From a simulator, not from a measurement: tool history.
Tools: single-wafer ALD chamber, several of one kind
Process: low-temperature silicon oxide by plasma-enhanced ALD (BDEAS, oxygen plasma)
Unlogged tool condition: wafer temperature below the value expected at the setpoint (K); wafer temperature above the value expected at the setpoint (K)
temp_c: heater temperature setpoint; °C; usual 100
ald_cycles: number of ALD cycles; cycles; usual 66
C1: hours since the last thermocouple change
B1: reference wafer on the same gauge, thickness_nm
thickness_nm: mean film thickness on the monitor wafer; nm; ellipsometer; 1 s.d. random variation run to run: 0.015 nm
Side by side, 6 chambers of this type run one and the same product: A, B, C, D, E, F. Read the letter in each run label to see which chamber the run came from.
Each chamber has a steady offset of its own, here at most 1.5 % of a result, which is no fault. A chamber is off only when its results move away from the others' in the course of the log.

run 1F hour=3.1 | temp_c=100 ald_cycles=66 | C1=1557.4 | B1=8.693 | thickness_nm=9.4373
run 2A hour=7.9 | temp_c=100 ald_cycles=66 | C1=1431 | B1=8.6874 | thickness_nm=9.3356
run 3C hour=12.3 | temp_c=100 ald_cycles=66 | C1=2051.1 | B1=8.6853 | thickness_nm=9.3762
run 4D hour=16.1 | temp_c=100 ald_cycles=66 | C1=199.6 | B1=8.691 | thickness_nm=9.3854
run 5E hour=19.5 | temp_c=109 ald_cycles=61 | C1=1195.6 | B1=8.6842 | thickness_nm=8.5479
run 6B hour=24.9 | temp_c=109 ald_cycles=61 | C1=1518.1 | B1=8.6825 | thickness_nm=8.493
run 7E hour=29.5 | temp_c=109 ald_cycles=61 | C1=1205.6 | B1=8.6807 | thickness_nm=8.5527
run 8C hour=34.1 | temp_c=109 ald_cycles=61 | C1=2072.9 | B1=8.6806 | thickness_nm=8.5417
run 9F hour=38.8 | temp_c=109 ald_cycles=61 | C1=1593.1 | B1=8.6791 | thickness_nm=8.5624
run 10B hour=44.6 | temp_c=109 ald_cycles=61 | C1=1537.8 | B1=8.6782 | thickness_nm=8.4946
run 11D hour=48.4 | temp_c=100 ald_cycles=66 | C1=231.9 | B1=8.6739 | thickness_nm=9.4074
run 12A hour=51.5 | temp_c=100 ald_cycles=66 | C1=1474.6 | B1=8.6785 | thickness_nm=9.3531
run 13D hour=54.4 | temp_c=100 ald_cycles=66 | C1=237.9 | B1=8.6741 | thickness_nm=9.3653
run 14E hour=57.3 | temp_c=100 ald_cycles=66 | C1=1233.4 | B1=8.6703 | thickness_nm=9.4102
run 15B hour=62.4 | temp_c=100 ald_cycles=66 | C1=1555.6 | B1=8.6715 | thickness_nm=9.341
run 16F hour=66.6 | temp_c=100 ald_cycles=66 | C1=1620.9 | B1=8.6692 | thickness_nm=9.4289
run 17A hour=69.6 | temp_c=100 ald_cycles=66 | C1=1492.7 | B1=8.6667 | thickness_nm=9.3384
run 18C hour=75.3 | temp_c=100 ald_cycles=66 | C1=2114.1 | B1=8.6675 | thickness_nm=9.3757
run 19B hour=80.1 | temp_c=100 ald_cycles=66 | C1=1573.3 | B1=8.6666 | thickness_nm=9.3281
run 20F hour=82.7 | temp_c=100 ald_cycles=66 | C1=1637 | B1=8.6662 | thickness_nm=9.4348
run 21C hour=88.5 | temp_c=100 ald_cycles=66 | C1=2127.3 | B1=8.6628 | thickness_nm=9.3729
run 22D hour=92.7 | temp_c=100 ald_cycles=66 | C1=276.2 | B1=8.6617 | thickness_nm=9.3942
run 23A hour=98.5 | temp_c=100 ald_cycles=66 | C1=1521.6 | B1=8.6598 | thickness_nm=9.3091
run 24E hour=101.5 | temp_c=100 ald_cycles=66 | C1=1277.6 | B1=8.6644 | thickness_nm=9.3963
run 25A hour=107.2 | temp_c=100 ald_cycles=66 | C1=1530.3 | B1=8.6594 | thickness_nm=9.3277
run 26E hour=110.1 | temp_c=100 ald_cycles=66 | C1=1286.2 | B1=8.6595 | thickness_nm=9.3643
run 27D hour=114.4 | temp_c=100 ald_cycles=66 | C1=297.9 | B1=8.6589 | thickness_nm=9.3507
run 28B hour=118.2 | temp_c=100 ald_cycles=66 | C1=1611.4 | B1=8.6526 | thickness_nm=9.3062
run 29C hour=124 | temp_c=100 ald_cycles=66 | C1=2162.8 | B1=8.6549 | thickness_nm=9.3266
run 30F hour=129.7 | temp_c=100 ald_cycles=66 | C1=1684 | B1=8.6525 | thickness_nm=9.4043
run 31D hour=132.6 | temp_c=92 ald_cycles=61 | C1=316.1 | B1=8.6543 | thickness_nm=8.8947
run 32F hour=138.5 | temp_c=92 ald_cycles=61 | C1=1692.8 | B1=8.6514 | thickness_nm=8.9262
run 33C hour=141.9 | temp_c=92 ald_cycles=61 | C1=2180.7 | B1=8.6526 | thickness_nm=8.8821
run 34B hour=147.3 | temp_c=92 ald_cycles=61 | C1=1640.5 | B1=8.6468 | thickness_nm=8.8562
run 35E hour=151.3 | temp_c=92 ald_cycles=61 | C1=1327.4 | B1=8.6493 | thickness_nm=8.8961
run 36A hour=154.7 | temp_c=92 ald_cycles=61 | C1=1577.8 | B1=8.641 | thickness_nm=8.8065
run 37D hour=158.8 | temp_c=100 ald_cycles=66 | C1=342.3 | B1=8.6426 | thickness_nm=9.3355
-- hour=162.9 chamber E: thermocouple changed; heater temperature recalibrated
run 38B hour=163.8 | temp_c=100 ald_cycles=66 | C1=1657 | B1=8.641 | thickness_nm=9.2747
run 39E hour=169.2 | temp_c=100 ald_cycles=66 | C1=6.3 | B1=8.6434 | thickness_nm=9.3388
run 40F hour=174.2 | temp_c=100 ald_cycles=66 | C1=1728.5 | B1=8.6415 | thickness_nm=9.3952
run 41A hour=178.9 | temp_c=100 ald_cycles=66 | C1=1602 | B1=8.6371 | thickness_nm=9.2793
run 42C hour=183.1 | temp_c=100 ald_cycles=66 | C1=2221.9 | B1=8.6379 | thickness_nm=9.3438
run 43D hour=188.1 | temp_c=100 ald_cycles=66 | C1=371.6 | B1=8.6365 | thickness_nm=9.3246
run 44B hour=193.7 | temp_c=100 ald_cycles=56 | C1=1686.9 | B1=8.634 | thickness_nm=7.8644

Is one chamber out of step, is the gauge drifting, or do the chambers differ by no more than their own small offsets? For an off chamber, give its letter and the likeliest cause.

The shared gauge is drifting. All chambers look as if they move in step, but none is off.
Cause: gauge reads low (%) = 0.668.

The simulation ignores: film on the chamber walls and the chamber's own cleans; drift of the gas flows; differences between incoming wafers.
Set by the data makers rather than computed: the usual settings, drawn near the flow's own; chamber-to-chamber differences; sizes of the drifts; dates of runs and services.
